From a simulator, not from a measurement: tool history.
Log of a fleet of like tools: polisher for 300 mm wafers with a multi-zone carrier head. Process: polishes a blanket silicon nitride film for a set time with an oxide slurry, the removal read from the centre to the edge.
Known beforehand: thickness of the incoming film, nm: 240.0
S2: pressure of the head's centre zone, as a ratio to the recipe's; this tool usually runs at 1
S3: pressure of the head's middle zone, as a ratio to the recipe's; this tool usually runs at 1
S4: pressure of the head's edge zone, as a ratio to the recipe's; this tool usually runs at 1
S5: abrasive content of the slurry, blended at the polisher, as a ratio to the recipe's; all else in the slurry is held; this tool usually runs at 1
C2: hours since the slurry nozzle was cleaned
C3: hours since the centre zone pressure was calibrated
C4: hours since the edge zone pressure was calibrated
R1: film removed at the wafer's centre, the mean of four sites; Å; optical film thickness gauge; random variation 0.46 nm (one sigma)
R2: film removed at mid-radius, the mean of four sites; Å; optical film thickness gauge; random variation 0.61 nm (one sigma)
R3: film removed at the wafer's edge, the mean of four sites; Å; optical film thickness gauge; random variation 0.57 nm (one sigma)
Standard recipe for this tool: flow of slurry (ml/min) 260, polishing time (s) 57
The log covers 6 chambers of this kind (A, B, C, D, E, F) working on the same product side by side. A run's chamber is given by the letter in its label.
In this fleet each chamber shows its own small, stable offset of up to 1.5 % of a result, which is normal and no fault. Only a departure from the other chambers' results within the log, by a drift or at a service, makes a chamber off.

Run 1D, hour 5.3: usual settings; wafers polished on this pad 1100; C2 38.7; C3 316.5; C4 433.3. Result: R1 406.66 Å, R2 403.84 Å, R3 404.71 Å.
Run 2E, hour 12: usual settings; wafers polished on this pad 592; C2 193; C3 516.4; C4 1049.9. Result: R1 406.33 Å, R2 408.69 Å, R3 418.28 Å.
At hour 19.5: chamber B: centre zone pressure recalibrated.
At hour 20.1: chamber D: worn pad replaced by a new one.
Run 3F, hour 20.8: usual settings; wafers polished on this pad 891; C2 371.8; C3 446.7; C4 76.3. Result: R1 413.18 Å, R2 405.43 Å, R3 397.21 Å.
At hour 23.6: chamber E: worn pad replaced by a new one.
Run 4C, hour 26.9: usual settings; wafers polished on this pad 360; C2 374.1; C3 480.7; C4 727.6. Result: R1 404.56 Å, R2 408.37 Å, R3 406.22 Å.
Run 5A, hour 34.8: usual settings; wafers polished on this pad 458; C2 839.4; C3 504.5; C4 425.9. Result: R1 412.9 Å, R2 404.86 Å, R3 422.83 Å.
Run 6B, hour 42.7: usual settings; wafers polished on this pad 1050; C2 246.8; C3 23.3; C4 752.7. Result: R1 416.25 Å, R2 396.49 Å, R3 414.14 Å.
At hour 43.8: chamber F: worn pad replaced by a new one.
Run 7F, hour 48.5: usual settings; wafers polished on this pad 47; C2 399.5; C3 474.4; C4 104. Result: R1 402.67 Å, R2 408.81 Å, R3 399.86 Å.
Run 8A, hour 55.1: usual settings; wafers polished on this pad 659; C2 859.7; C3 524.8; C4 446.2. Result: R1 409.9 Å, R2 406.82 Å, R3 404.05 Å.
At hour 56.3: chamber A: worn pad replaced by a new one.
At hour 57.8: chamber C: worn pad replaced by a new one.
At hour 58.3: chamber E: edge zone pressure recalibrated.
Run 9D, hour 61.8: usual settings; wafers polished on this pad 414; C2 95.2; C3 373; C4 489.8. Result: R1 401.73 Å, R2 400.31 Å, R3 405.35 Å.
Run 10C, hour 68: usual settings; wafers polished on this pad 101; C2 415.2; C3 521.8; C4 768.7. Result: R1 401.69 Å, R2 424.34 Å, R3 400.08 Å.
Run 11B, hour 72.5: usual settings; wafers polished on this pad 1346; C2 276.6; C3 53.1; C4 782.5. Result: R1 415.81 Å, R2 395.07 Å, R3 403.65 Å.
At hour 73.4: chamber C: centre zone pressure recalibrated.
At hour 74.7: chamber B: worn pad replaced by a new one.
Run 12E, hour 80.4: usual settings; wafers polished on this pad 563; C2 261.4; C3 584.8; C4 22.1. Result: R1 413.9 Å, R2 405.46 Å, R3 405.71 Å.
Run 13A, hour 85.9: usual settings; wafers polished on this pad 293; C2 890.5; C3 555.6; C4 477. Result: R1 404.06 Å, R2 399.79 Å, R3 414.9 Å.
Run 14E, hour 91.7: usual settings; wafers polished on this pad 675; C2 272.7; C3 596.1; C4 33.4. Result: R1 416.45 Å, R2 410.8 Å, R3 410.05 Å.
Run 15B, hour 99.3: usual settings; wafers polished on this pad 244; C2 303.4; C3 79.9; C4 809.3. Result: R1 405.46 Å, R2 406.3 Å, R3 396.02 Å.
At hour 99.5: chamber E: worn pad replaced by a new one.
Run 16F, hour 104.5: usual settings; wafers polished on this pad 603; C2 455.5; C3 530.4; C4 160. Result: R1 406.47 Å, R2 416.66 Å, R3 409.33 Å.
At hour 105: chamber A: slurry nozzle cleaned.
At hour 105.9: chamber C: slurry nozzle cleaned.
Run 17D, hour 113.1: usual settings; wafers polished on this pad 923; C2 146.5; C3 424.3; C4 541.1. Result: R1 404.3 Å, R2 411.72 Å, R3 403.83 Å.
Run 18C, hour 117.2: usual settings; wafers polished on this pad 589; C2 11.3; C3 43.8; C4 817.9. Result: R1 379.27 Å, R2 403.53 Å, R3 398.84 Å.
At hour 118.1: chamber A: worn pad replaced by a new one.
Run 19C, hour 125.7: usual settings; wafers polished on this pad 674; C2 19.8; C3 52.3; C4 826.4. Result: R1 374.45 Å, R2 408.62 Å, R3 404.79 Å.
Run 20A, hour 130.5: usual settings; wafers polished on this pad 123; C2 25.6; C3 600.2; C4 521.6. Result: R1 409.71 Å, R2 403.43 Å, R3 410.76 Å.
At hour 135.3: chamber C: worn pad replaced by a new one.
Run 21B, hour 135.6: usual settings; wafers polished on this pad 604; C2 339.7; C3 116.2; C4 845.6. Result: R1 408.82 Å, R2 409.88 Å, R3 402.03 Å.
Run 22E, hour 139.6: usual settings; wafers polished on this pad 398; C2 320.6; C3 644; C4 81.3. Result: R1 421.4 Å, R2 406.03 Å, R3 399.57 Å.
Run 23F, hour 147.6: usual settings; wafers polished on this pad 1030; C2 498.6; C3 573.5; C4 203.1. Result: R1 416.06 Å, R2 410.58 Å, R3 396.4 Å.
At hour 149.5: chamber E: centre zone pressure recalibrated.
At hour 152: chamber D: worn pad replaced by a new one.
Run 24D, hour 153: usual settings; wafers polished on this pad 10; C2 186.4; C3 464.2; C4 581. Result: R1 400.2 Å, R2 398.81 Å, R3 415.43 Å.
At hour 153.6: chamber D: centre zone pressure recalibrated.
Run 25B, hour 159.9: usual settings; wafers polished on this pad 845; C2 364; C3 140.5; C4 869.9. Result: R1 405.04 Å, R2 407.16 Å, R3 414.53 Å.
At hour 160.5: chamber F: worn pad replaced by a new one.
Run 26F, hour 164.6: usual settings; wafers polished on this pad 40; C2 515.6; C3 590.5; C4 220.1. Result: R1 408.61 Å, R2 409.27 Å, R3 411.51 Å.
At hour 168.4: chamber E: worn pad replaced by a new one.
Run 27A, hour 171.1: usual settings; wafers polished on this pad 526; C2 66.2; C3 640.8; C4 562.2. Result: R1 413.77 Å, R2 418.49 Å, R3 411.53 Å.
Run 28E, hour 179.8: usual settings; wafers polished on this pad 113; C2 360.8; C3 30.3; C4 121.5. Result: R1 408.24 Å, R2 413.87 Å, R3 402.72 Å.
At hour 181.5: chamber A: worn pad replaced by a new one.
Run 29C, hour 186.2: usual settings; wafers polished on this pad 505; C2 80.3; C3 112.8; C4 886.9. Result: R1 373.16 Å, R2 405.75 Å, R3 408.64 Å.
Run 30D, hour 191.9: usual settings; wafers polished on this pad 396; C2 225.3; C3 38.3; C4 619.9. Result: R1 408.04 Å, R2 418.85 Å, R3 416.74 Å.
Run 31D, hour 196.9: usual settings; wafers polished on this pad 445; C2 230.3; C3 43.3; C4 624.9. Result: R1 405.68 Å, R2 402.86 Å, R3 412.46 Å.
At hour 201.7: chamber C: worn pad replaced by a new one.
Run 32C, hour 204.6: usual settings; wafers polished on this pad 29; C2 98.7; C3 131.2; C4 905.3. Result: R1 372.95 Å, R2 412.62 Å, R3 404.01 Å.
Run 33E, hour 208.7: usual settings; wafers polished on this pad 399; C2 389.7; C3 59.2; C4 150.4. Result: R1 406.86 Å, R2 408.59 Å, R3 406.84 Å.
At hour 210: chamber B: worn pad replaced by a new one.
Run 34B, hour 215.7: usual settings; wafers polished on this pad 57; C2 419.8; C3 196.3; C4 925.7. Result: R1 401.38 Å, R2 391.42 Å, R3 406.37 Å.
Run 35A, hour 220.1: usual settings; wafers polished on this pad 383; C2 115.2; C3 689.8; C4 611.2. Result: R1 406.18 Å, R2 413.23 Å, R3 399.05 Å.
Run 36F, hour 224.2: usual settings; wafers polished on this pad 632; C2 575.2; C3 650.1; C4 279.7. Result: R1 407.66 Å, R2 407.24 Å, R3 411.13 Å.
Run 37B, hour 229.9: usual settings; wafers polished on this pad 198; C2 434; C3 210.5; C4 939.9. Result: R1 407.85 Å, R2 390.57 Å, R3 411.02 Å.
Run 38A, hour 234.6: usual settings but polishing time (s) 69; wafers polished on this pad 527; C2 129.7; C3 704.3; C4 625.7. Result: R1 494.38 Å, R2 487.39 Å, R3 483.62 Å.
Run 39D, hour 241.9: usual settings but polishing time (s) 69; wafers polished on this pad 892; C2 275.3; C3 88.3; C4 669.9. Result: R1 478.27 Å, R2 494.63 Å, R3 497.43 Å.

Decide between three cases: one chamber stands off from its peers, the gauge reading all wafers drifts, or nothing is wrong past each chamber's small offset. Where a chamber is off, say which and what most likely put it there.

A service left chamber C off against the others.
What lies behind it: centre zone's pressure below its setpoint, % = 7.78.

Which of the 4 candidates below, each the usual settings with something changed and its results left as question marks, puts chamber C back in line with what the other chambers give on the usual settings?
A result is in line if it is within this distance of the other chambers' mean on the usual settings: R1 16 Å; R2 21 Å; R3 20 Å
Run 40C-1, hour 248.4: usual settings but flow of slurry (ml/min) 255, S2 0.93, S3 1.02, S4 1.02, polishing time (s) 56. Result: R1 ?, R2 ?, R3 ?.
Run 40C-2, hour 248.4: usual settings but S2 0.99. Result: R1 ?, R2 ?, R3 ?.
Run 40C-3, hour 248.4: usual settings but flow of slurry (ml/min) 265, S2 1.07, S3 0.98, S4 0.98, polishing time (s) 58. Result: R1 ?, R2 ?, R3 ?.
Run 40C-4, hour 248.4: usual settings but S2 1.01. Result: R1 ?, R2 ?, R3 ?.

What the other chambers average on the usual settings: R1 408.36 Å; R2 405.9 Å; R3 407.63 Å
  run      R1      R2      R3
40C-1  337.08  406.03  400.87
40C-2  368.26  406.56  404.61
40C-3  408.68  406.75  408.18
40C-4  376.39  406.52  404.61
With 40C-3, the chamber falls back in line with the rest.
